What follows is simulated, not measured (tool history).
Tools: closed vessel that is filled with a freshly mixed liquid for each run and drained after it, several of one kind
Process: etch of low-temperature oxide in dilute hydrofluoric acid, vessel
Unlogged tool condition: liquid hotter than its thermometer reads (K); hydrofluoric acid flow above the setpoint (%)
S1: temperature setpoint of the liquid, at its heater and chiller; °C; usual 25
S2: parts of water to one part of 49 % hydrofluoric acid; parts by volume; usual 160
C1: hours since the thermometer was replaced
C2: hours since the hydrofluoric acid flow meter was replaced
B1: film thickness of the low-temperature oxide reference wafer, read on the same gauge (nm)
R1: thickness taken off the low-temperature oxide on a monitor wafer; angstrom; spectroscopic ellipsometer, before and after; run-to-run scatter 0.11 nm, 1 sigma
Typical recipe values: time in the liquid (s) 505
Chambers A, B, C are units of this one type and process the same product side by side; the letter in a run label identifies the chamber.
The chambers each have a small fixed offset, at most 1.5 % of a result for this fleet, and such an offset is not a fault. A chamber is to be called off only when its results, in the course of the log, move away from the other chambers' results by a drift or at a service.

{"run": "1A", "hour": 9.7, "S1": 25, "S2": 160, "time in the liquid (s)": 505, "C1": 171.8, "C2": 1996, "B1": 139.98, "R1": 368.72}
{"run": "2C", "hour": 17.1, "S1": 25, "S2": 160, "time in the liquid (s)": 505, "C1": 311.4, "C2": 123.5, "B1": 139.99, "R1": 359.81}
{"run": "3B", "hour": 22.5, "S1": 25, "S2": 160, "time in the liquid (s)": 505, "C1": 2416, "C2": 495, "B1": 140, "R1": 366.52}
{"run": "4B", "hour": 30.4, "S1": 25, "S2": 160, "time in the liquid (s)": 505, "C1": 2423.9, "C2": 502.9, "B1": 140.06, "R1": 366.95}
{"run": "5A", "hour": 35.9, "S1": 29.5, "S2": 160, "time in the liquid (s)": 505, "C1": 198, "C2": 2022.2, "B1": 140, "R1": 435.88}
{"run": "6C", "hour": 47.2, "S1": 29.5, "S2": 160, "time in the liquid (s)": 505, "C1": 341.5, "C2": 153.6, "B1": 140.05, "R1": 423.63}
{"run": "7B", "hour": 53.8, "S1": 29.5, "S2": 160, "time in the liquid (s)": 505, "C1": 2447.3, "C2": 526.3, "B1": 140.02, "R1": 432.64}
{"run": "8A", "hour": 65.0, "S1": 25, "S2": 160, "time in the liquid (s)": 505, "C1": 227.1, "C2": 2051.3, "B1": 140.02, "R1": 366.82}
{"run": "9C", "hour": 75.4, "S1": 25, "S2": 160, "time in the liquid (s)": 505, "C1": 369.7, "C2": 181.8, "B1": 139.96, "R1": 358.88}
{"run": "10C", "hour": 81.5, "S1": 25, "S2": 160, "time in the liquid (s)": 505, "C1": 375.8, "C2": 187.9, "B1": 139.99, "R1": 360.49}
{"run": "11B", "hour": 89.3, "S1": 25, "S2": 160, "time in the liquid (s)": 505, "C1": 2482.8, "C2": 561.8, "B1": 140.03, "R1": 367.51}
{"run": "12A", "hour": 96.8, "S1": 25, "S2": 160, "time in the liquid (s)": 505, "C1": 258.9, "C2": 2083.1, "B1": 139.95, "R1": 368.61}
{"run": "13C", "hour": 106.4, "S1": 25, "S2": 160, "time in the liquid (s)": 505, "C1": 400.7, "C2": 212.8, "B1": 140.01, "R1": 361.9}
{"run": "14B", "hour": 112.7, "S1": 21.5, "S2": 160, "time in the liquid (s)": 340, "C1": 2506.2, "C2": 585.2, "B1": 139.97, "R1": 214.95}
{"run": "15A", "hour": 120.0, "S1": 21.5, "S2": 160, "time in the liquid (s)": 340, "C1": 282.1, "C2": 2106.3, "B1": 140.03, "R1": 217.95}
{"run": "16B", "hour": 131.7, "S1": 21.5, "S2": 160, "time in the liquid (s)": 340, "C1": 2525.2, "C2": 604.2, "B1": 139.97, "R1": 216.32}
{"run": "17C", "hour": 137.7, "S1": 21.5, "S2": 160, "time in the liquid (s)": 505, "C1": 432, "C2": 244.1, "B1": 140, "R1": 317.16}
{"run": "18A", "hour": 147.5, "S1": 21.5, "S2": 160, "time in the liquid (s)": 505, "C1": 309.6, "C2": 2133.8, "B1": 140.03, "R1": 322.79}
{"run": "19C", "hour": 158.5, "S1": 21.5, "S2": 160, "time in the liquid (s)": 505, "C1": 452.8, "C2": 264.9, "B1": 139.99, "R1": 315.45}
{"run": "20A", "hour": 167.5, "S1": 25, "S2": 160, "time in the liquid (s)": 505, "C1": 329.6, "C2": 2153.8, "B1": 140, "R1": 367.9}
{"run": "21B", "hour": 178.3, "S1": 25, "S2": 160, "time in the liquid (s)": 505, "C1": 2571.8, "C2": 650.8, "B1": 140.01, "R1": 367.67}
{"run": "22A", "hour": 187.0, "S1": 25, "S2": 160, "time in the liquid (s)": 505, "C1": 349.1, "C2": 2173.3, "B1": 139.98, "R1": 368.67}
{"run": "23C", "hour": 196.4, "S1": 25, "S2": 160, "time in the liquid (s)": 505, "C1": 490.7, "C2": 302.8, "B1": 140.01, "R1": 361.27}

Read the log: is a single chamber off, either drifting away or since a service, is the gauge that measures every chamber drifting, or is nothing wrong beyond small per-chamber offsets? Name any odd chamber and what most likely caused it.

Nothing is wrong: each chamber keeps only its own small, steady offset and the gauge holds still.

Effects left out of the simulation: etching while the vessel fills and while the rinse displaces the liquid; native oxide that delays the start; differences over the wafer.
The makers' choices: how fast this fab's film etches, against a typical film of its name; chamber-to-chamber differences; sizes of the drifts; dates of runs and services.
